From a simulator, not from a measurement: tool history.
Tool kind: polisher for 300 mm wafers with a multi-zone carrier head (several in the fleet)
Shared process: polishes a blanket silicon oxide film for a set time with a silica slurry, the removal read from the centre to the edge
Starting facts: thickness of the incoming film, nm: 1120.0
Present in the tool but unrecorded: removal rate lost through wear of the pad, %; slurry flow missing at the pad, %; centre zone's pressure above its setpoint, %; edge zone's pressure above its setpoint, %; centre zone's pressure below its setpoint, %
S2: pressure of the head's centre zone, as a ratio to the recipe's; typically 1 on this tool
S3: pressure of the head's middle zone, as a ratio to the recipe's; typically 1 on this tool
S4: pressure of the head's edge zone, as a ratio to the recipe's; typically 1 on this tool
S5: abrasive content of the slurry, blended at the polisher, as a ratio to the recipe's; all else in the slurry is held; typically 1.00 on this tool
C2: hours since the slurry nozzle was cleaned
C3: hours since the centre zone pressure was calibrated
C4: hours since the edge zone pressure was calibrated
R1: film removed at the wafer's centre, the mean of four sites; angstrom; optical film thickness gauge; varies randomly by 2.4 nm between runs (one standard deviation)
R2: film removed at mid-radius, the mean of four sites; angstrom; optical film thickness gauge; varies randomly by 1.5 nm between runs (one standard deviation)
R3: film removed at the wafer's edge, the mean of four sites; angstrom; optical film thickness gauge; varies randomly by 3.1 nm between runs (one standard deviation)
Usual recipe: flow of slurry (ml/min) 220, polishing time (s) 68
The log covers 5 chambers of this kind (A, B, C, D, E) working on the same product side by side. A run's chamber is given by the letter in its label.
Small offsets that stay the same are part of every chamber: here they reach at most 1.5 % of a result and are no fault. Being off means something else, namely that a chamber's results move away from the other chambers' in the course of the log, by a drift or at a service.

Run 1D, day 0.196: usual settings; wafers polished on this pad 420; C2 55.9; C3 283.0; C4 464.0. Result: R1 2132.9 angstrom, R2 2118.5 angstrom, R3 2088.6 angstrom.
Run 2C, day 0.525: usual settings; wafers polished on this pad 669; C2 127.6; C3 1508.7; C4 230.5. Result: R1 2088.8 angstrom, R2 2088.8 angstrom, R3 2085.7 angstrom.
At day 0.775: chamber C: worn pad replaced by a new one.
Run 3B, day 0.808: usual settings; wafers polished on this pad 1177; C2 811.5; C3 330.9; C4 391.9. Result: R1 2166.5 angstrom, R2 2074.8 angstrom, R3 2110.0 angstrom.
At day 1.058: chamber D: worn pad replaced by a new one.
Run 4E, day 1.071: usual settings; wafers polished on this pad 1233; C2 254.7; C3 432.9; C4 376.2. Result: R1 2158.7 angstrom, R2 2089.4 angstrom, R3 2150.2 angstrom.
At day 1.192: chamber B: edge zone pressure recalibrated.
At day 1.367: chamber B: worn pad replaced by a new one.
Run 5A, day 1.375: usual settings; wafers polished on this pad 889; C2 69.2; C3 399.9; C4 67.8. Result: R1 2115.8 angstrom, R2 2111.5 angstrom, R3 2127.7 angstrom.
At day 1.429: chamber E: worn pad replaced by a new one.
Run 6B, day 1.596: usual settings; wafers polished on this pad 63; C2 830.4; C3 349.8; C4 9.8. Result: R1 2150.2 angstrom, R2 2081.2 angstrom, R3 2100.5 angstrom.
Run 7D, day 1.879: usual settings; wafers polished on this pad 225; C2 96.3; C3 323.4; C4 504.4. Result: R1 2069.2 angstrom, R2 2122.7 angstrom, R3 2158.7 angstrom.
Run 8C, day 2.117: usual settings; wafers polished on this pad 369; C2 165.8; C3 1546.9; C4 268.7. Result: R1 2090.9 angstrom, R2 2102.9 angstrom, R3 2067.8 angstrom.
Run 9A, day 2.354: usual settings; wafers polished on this pad 1158; C2 92.7; C3 423.4; C4 91.3. Result: R1 2088.7 angstrom, R2 2124.5 angstrom, R3 2093.4 angstrom.
Run 10E, day 2.658: usual settings; wafers polished on this pad 338; C2 292.8; C3 471.0; C4 414.3. Result: R1 2119.5 angstrom, R2 2114.8 angstrom, R3 2090.5 angstrom.
Run 11B, day 2.867: usual settings; wafers polished on this pad 411; C2 860.9; C3 380.3; C4 40.3. Result: R1 2147.4 angstrom, R2 2084.0 angstrom, R3 2132.6 angstrom.
At day 3.088: chamber D: worn pad replaced by a new one.
Run 12C, day 3.096: usual settings; wafers polished on this pad 637; C2 189.3; C3 1570.4; C4 292.2. Result: R1 2085.9 angstrom, R2 2116.5 angstrom, R3 2045.3 angstrom.
Run 13E, day 3.379: usual settings; wafers polished on this pad 535; C2 310.1; C3 488.3; C4 431.6. Result: R1 2125.9 angstrom, R2 2104.0 angstrom, R3 2132.3 angstrom.
Run 14D, day 3.588: usual settings; wafers polished on this pad 138; C2 137.3; C3 364.4; C4 545.4. Result: R1 2153.0 angstrom, R2 2130.7 angstrom, R3 2077.8 angstrom.
At day 3.746: chamber C: worn pad replaced by a new one.
Run 15A, day 3.788: usual settings but S5 1.10; wafers polished on this pad 1551; C2 127.1; C3 457.8; C4 125.7. Result: R1 2160.4 angstrom, R2 2144.1 angstrom, R3 2171.0 angstrom.
Run 16C, day 3.962: usual settings but S5 1.10; wafers polished on this pad 59; C2 210.1; C3 1591.2; C4 313.0. Result: R1 2186.6 angstrom, R2 2154.4 angstrom, R3 2198.9 angstrom.
At day 4.033: chamber E: slurry nozzle cleaned.
Run 17A, day 4.283: usual settings but S5 1.10; wafers polished on this pad 1687; C2 139.0; C3 469.7; C4 137.6. Result: R1 2189.9 angstrom, R2 2138.1 angstrom, R3 2060.4 angstrom.
Run 18E, day 4.508: usual settings but S5 1.10; wafers polished on this pad 845; C2 11.5; C3 515.4; C4 458.7. Result: R1 2204.3 angstrom, R2 2211.3 angstrom, R3 2209.8 angstrom.
Run 19B, day 4.658: usual settings but S5 1.10; wafers polished on this pad 903; C2 903.9; C3 423.3; C4 83.3. Result: R1 2193.8 angstrom, R2 2192.0 angstrom, R3 2223.0 angstrom.
Run 20D, day 4.896: usual settings; wafers polished on this pad 497; C2 168.7; C3 395.8; C4 576.8. Result: R1 2121.2 angstrom, R2 2142.5 angstrom, R3 2109.2 angstrom.
Run 21A, day 5.054: usual settings; wafers polished on this pad 1899; C2 157.5; C3 488.2; C4 156.1. Result: R1 2001.0 angstrom, R2 1976.9 angstrom, R3 1991.9 angstrom.
At day 5.229: chamber B: slurry nozzle cleaned.
At day 5.238: chamber D: worn pad replaced by a new one.
Run 22C, day 5.308: usual settings; wafers polished on this pad 429; C2 242.4; C3 1623.5; C4 345.3. Result: R1 2141.7 angstrom, R2 2121.2 angstrom, R3 2117.9 angstrom.
Run 23B, day 5.638: usual settings; wafers polished on this pad 1171; C2 9.8; C3 446.8; C4 106.8. Result: R1 2149.9 angstrom, R2 2093.4 angstrom, R3 2135.3 angstrom.
At day 5.750: chamber B: worn pad replaced by a new one.
Run 24D, day 5.812: usual settings but S5 0.85; wafers polished on this pad 158; C2 190.7; C3 417.8; C4 598.8. Result: R1 1982.7 angstrom, R2 1958.6 angstrom, R3 1923.5 angstrom.
Run 25E, day 6.012: usual settings but S5 0.85; wafers polished on this pad 1258; C2 47.6; C3 551.5; C4 494.8. Result: R1 1982.0 angstrom, R2 1947.8 angstrom, R3 1953.6 angstrom.
Run 26D, day 6.158: usual settings but S5 0.85; wafers polished on this pad 253; C2 199.0; C3 426.1; C4 607.1. Result: R1 1972.0 angstrom, R2 1962.9 angstrom, R3 1959.7 angstrom.
Run 27A, day 6.362: usual settings but S5 0.85; wafers polished on this pad 2258; C2 188.9; C3 519.6; C4 187.5. Result: R1 1816.6 angstrom, R2 1821.3 angstrom, R3 1815.9 angstrom.
At day 6.508: chamber C: worn pad replaced by a new one.
Run 28B, day 6.642: usual settings but S5 0.85; wafers polished on this pad 245; C2 33.9; C3 470.9; C4 130.9. Result: R1 1946.8 angstrom, R2 1940.9 angstrom, R3 1976.0 angstrom.
Run 29E, day 6.892: usual settings; wafers polished on this pad 1499; C2 68.7; C3 572.6; C4 515.9. Result: R1 2147.4 angstrom, R2 2107.3 angstrom, R3 2134.2 angstrom.
Run 30C, day 7.112: usual settings; wafers polished on this pad 166; C2 285.7; C3 1666.8; C4 388.6. Result: R1 2062.4 angstrom, R2 2129.6 angstrom, R3 2109.7 angstrom.

What goes on in this fleet: one chamber off, a drifting gauge, or nothing beyond the chambers' own small offsets? Name the chamber and the cause, if any.

Little by little, chamber A moves away from the other chambers.
Most likely cause: removal rate lost through wear of the pad, % = 9.19.
The log may not tell that from: slurry flow missing at the pad, %.

Chamber A could run next with any of the 4 candidate recipes listed below; each alters the usual settings, and their results appear as question marks. Which one brings its results back in line with what the other chambers deliver on the usual settings?
In-line tolerance around the mean of the other chambers on the usual settings: R1 83.0 angstrom; R2 53.0 angstrom; R3 110.0 angstrom
Run 31A-1, day 7.350: usual settings but polishing time (s) 70. Result: R1 ?, R2 ?, R3 ?.
Run 31A-2, day 7.350: usual settings but S2 1.01, S3 1.01, S4 0.99, S5 0.95, polishing time (s) 63. Result: R1 ?, R2 ?, R3 ?.
Run 31A-3, day 7.350: usual settings but S3 0.99, S4 1.01, S5 1.05, polishing time (s) 74. Result: R1 ?, R2 ?, R3 ?.
Run 31A-4, day 7.350: usual settings but polishing time (s) 66. Result: R1 ?, R2 ?, R3 ?.

The mean the other chambers reach with the usual settings: R1 2112.7 angstrom; R2 2102.2 angstrom; R3 2115.1 angstrom
  run      R1      R2      R3
31A-1  1983.8  1970.4  1967.6
31A-2  1762.1  1746.9  1719.2
31A-3  2144.2  2110.5  2138.5
31A-4  1870.5  1857.8  1855.2
31A-3 puts the chamber back in line with the other chambers.
